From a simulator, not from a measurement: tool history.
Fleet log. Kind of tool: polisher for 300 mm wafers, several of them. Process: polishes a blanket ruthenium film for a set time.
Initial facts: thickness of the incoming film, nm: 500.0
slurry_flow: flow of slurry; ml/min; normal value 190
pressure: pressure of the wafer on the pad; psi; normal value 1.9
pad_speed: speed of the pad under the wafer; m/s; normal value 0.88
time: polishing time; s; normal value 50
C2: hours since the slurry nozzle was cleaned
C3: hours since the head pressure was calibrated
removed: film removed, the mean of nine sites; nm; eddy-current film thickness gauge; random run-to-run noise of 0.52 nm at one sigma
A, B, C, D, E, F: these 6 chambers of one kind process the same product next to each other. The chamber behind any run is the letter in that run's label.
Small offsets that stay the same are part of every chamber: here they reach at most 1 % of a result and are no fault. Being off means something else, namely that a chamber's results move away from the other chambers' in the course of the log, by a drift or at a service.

Run 1E, hour 4.6: usual settings; wafers polished on this pad 106; C2 369.3; C3 442.4. Result: removed 53.26 nm.
Run 2A, hour 11.3: usual settings; wafers polished on this pad 442; C2 449.7; C3 222.3. Result: removed 53.144 nm.
Run 3C, hour 16: usual settings; wafers polished on this pad 814; C2 367.7; C3 1145.4. Result: removed 52.663 nm.
At hour 21.8: chamber F: worn pad replaced by a new one.
Run 4D, hour 21.8: usual settings; wafers polished on this pad 265; C2 93.4; C3 38.4. Result: removed 52.016 nm.
At hour 24.7: chamber C: worn pad replaced by a new one.
Run 5B, hour 27.2: usual settings; wafers polished on this pad 885; C2 616.5; C3 429.3. Result: removed 53.265 nm.
At hour 29.6: chamber B: worn pad replaced by a new one.
Run 6F, hour 32.8: usual settings; wafers polished on this pad 105; C2 85.2; C3 993.1. Result: removed 52.804 nm.
At hour 34.2: chamber B: slurry nozzle cleaned.
Run 7B, hour 39.3: usual settings; wafers polished on this pad 92; C2 5.2; C3 441.4. Result: removed 53.261 nm.
Run 8E, hour 43.1: usual settings; wafers polished on this pad 472; C2 407.8; C3 480.9. Result: removed 53.892 nm.
Run 9C, hour 47.5: usual settings; wafers polished on this pad 217; C2 399.2; C3 1176.9. Result: removed 53.041 nm.
At hour 51.5: chamber E: worn pad replaced by a new one.
Run 10D, hour 53.6: usual settings; wafers polished on this pad 568; C2 125.2; C3 70.2. Result: removed 52.244 nm.
At hour 55.2: chamber D: worn pad replaced by a new one.
Run 11A, hour 56.9: usual settings; wafers polished on this pad 876; C2 495.3; C3 267.9. Result: removed 51.725 nm.
At hour 60.5: chamber A: worn pad replaced by a new one.
Run 12F, hour 61.8: usual settings; wafers polished on this pad 381; C2 114.2; C3 1022.1. Result: removed 53.63 nm.
Run 13F, hour 65: usual settings; wafers polished on this pad 411; C2 117.4; C3 1025.3. Result: removed 52.231 nm.
Run 14D, hour 69.8: usual settings; wafers polished on this pad 139; C2 141.4; C3 86.4. Result: removed 53.132 nm.
Run 15C, hour 73.2: usual settings but pressure 2.5 psi; wafers polished on this pad 461; C2 424.9; C3 1202.6. Result: removed 67.806 nm.
Run 16A, hour 76.5: usual settings but pressure 2.5 psi; wafers polished on this pad 153; C2 514.9; C3 287.5. Result: removed 68.743 nm.
Run 17B, hour 79.7: usual settings but pressure 2.5 psi; wafers polished on this pad 476; C2 45.6; C3 481.8. Result: removed 69.687 nm.
Run 18E, hour 82.8: usual settings but pressure 2.5 psi; wafers polished on this pad 298; C2 447.5; C3 520.6. Result: removed 71.212 nm.
At hour 83.4: chamber F: worn pad replaced by a new one.
Run 19D, hour 88.5: usual settings but pressure 2.5 psi; wafers polished on this pad 317; C2 160.1; C3 105.1. Result: removed 68.369 nm.
Run 20A, hour 93.1: usual settings but pressure 2.5 psi; wafers polished on this pad 310; C2 531.5; C3 304.1. Result: removed 68.248 nm.
Run 21B, hour 99.3: usual settings but pad_speed 1.08 m/s, time 59 s; wafers polished on this pad 663; C2 65.2; C3 501.4. Result: removed 77.465 nm.
At hour 103.1: chamber C: head pressure recalibrated.
Run 22C, hour 103.1: usual settings but pad_speed 1.08 m/s, time 59 s; wafers polished on this pad 745; C2 454.8; C3 0. Result: removed 67.169 nm.
At hour 106.7: chamber E: worn pad replaced by a new one.
Run 23E, hour 107.9: usual settings but pad_speed 1.08 m/s, time 59 s; wafers polished on this pad 12; C2 472.6; C3 545.7. Result: removed 76.555 nm.
Run 24F, hour 112.4: usual settings but pad_speed 1.08 m/s, time 59 s; wafers polished on this pad 276; C2 164.8; C3 1072.7. Result: removed 75.619 nm.
At hour 118.9: chamber D: worn pad replaced by a new one.
Run 25C, hour 118.9: usual settings but pad_speed 1.08 m/s, time 59 s; wafers polished on this pad 896; C2 470.6; C3 15.8. Result: removed 67.205 nm.
At hour 119.3: chamber B: worn pad replaced by a new one.
At hour 121.1: chamber E: head pressure recalibrated.
Run 26F, hour 122.7: usual settings but pad_speed 1.08 m/s, time 59 s; wafers polished on this pad 374; C2 175.1; C3 1083. Result: removed 76.773 nm.
Run 27B, hour 126.5: usual settings; wafers polished on this pad 69; C2 92.4; C3 528.6. Result: removed 52.552 nm.
Run 28D, hour 129.4: usual settings; wafers polished on this pad 100; C2 201; C3 146. Result: removed 52.393 nm.
Run 29A, hour 132.9: usual settings but pressure 1.3 psi, pad_speed 0.78 m/s; wafers polished on this pad 689; C2 571.3; C3 343.9. Result: removed 31.886 nm.
At hour 137.9: chamber F: slurry nozzle cleaned.
Run 30E, hour 139.6: usual settings but pressure 1.3 psi, pad_speed 0.78 m/s; wafers polished on this pad 313; C2 504.3; C3 18.5. Result: removed 32.147 nm.
At hour 143: chamber C: worn pad replaced by a new one.
Run 31B, hour 145.3: usual settings but pressure 1.3 psi, pad_speed 0.78 m/s; wafers polished on this pad 247; C2 111.2; C3 547.4. Result: removed 32.15 nm.
Run 32D, hour 152: usual settings but pressure 1.3 psi, pad_speed 0.78 m/s; wafers polished on this pad 315; C2 223.6; C3 168.6. Result: removed 32.655 nm.
At hour 153.9: chamber C: slurry nozzle cleaned.
Run 33F, hour 156.7: usual settings but pressure 1.3 psi, pad_speed 0.78 m/s; wafers polished on this pad 697; C2 18.9; C3 1117. Result: removed 32.091 nm.
Run 34E, hour 161.8: usual settings but pressure 1.3 psi, pad_speed 0.78 m/s; wafers polished on this pad 525; C2 526.5; C3 40.7. Result: removed 32.194 nm.
At hour 162.7: chamber E: worn pad replaced by a new one.
Run 35A, hour 166.1: usual settings but pad_speed 0.66 m/s; wafers polished on this pad 1005; C2 604.5; C3 377.1. Result: removed 39.199 nm.
At hour 166.4: chamber A: worn pad replaced by a new one.
At hour 169.2: chamber D: worn pad replaced by a new one.
Run 36C, hour 169.5: usual settings but pad_speed 0.66 m/s; wafers polished on this pad 252; C2 15.7; C3 66.4. Result: removed 35.227 nm.
Run 37E, hour 175.1: usual settings but pad_speed 0.66 m/s; wafers polished on this pad 118; C2 539.8; C3 54. Result: removed 39.631 nm.
Run 38B, hour 178.3: usual settings but pad_speed 0.66 m/s; wafers polished on this pad 561; C2 144.2; C3 580.4. Result: removed 39.723 nm.
Run 39A, hour 184: usual settings but pad_speed 0.66 m/s; wafers polished on this pad 167; C2 622.4; C3 395. Result: removed 38.907 nm.
Run 40D, hour 187: usual settings but pad_speed 0.66 m/s; wafers polished on this pad 169; C2 258.6; C3 203.6. Result: removed 39.484 nm.
Run 41C, hour 193.7: usual settings; wafers polished on this pad 482; C2 39.9; C3 90.6. Result: removed 46.809 nm.

Predict what each chamber gives when all 6 of them run the settings below next.
Run 42A, hour 198.5: usual settings. Result: removed ?.
Run 42B, hour 198.5: usual settings. Result: removed ?.
Run 42C, hour 198.5: usual settings. Result: removed ?.
Run 42D, hour 198.5: usual settings. Result: removed ?.
Run 42E, hour 198.5: usual settings. Result: removed ?.
Run 42F, hour 198.5: usual settings. Result: removed ?.

run  removed
42A   52.215
42B   52.988
42C   46.829
42D   52.607
42E   53.173
42F   52.344
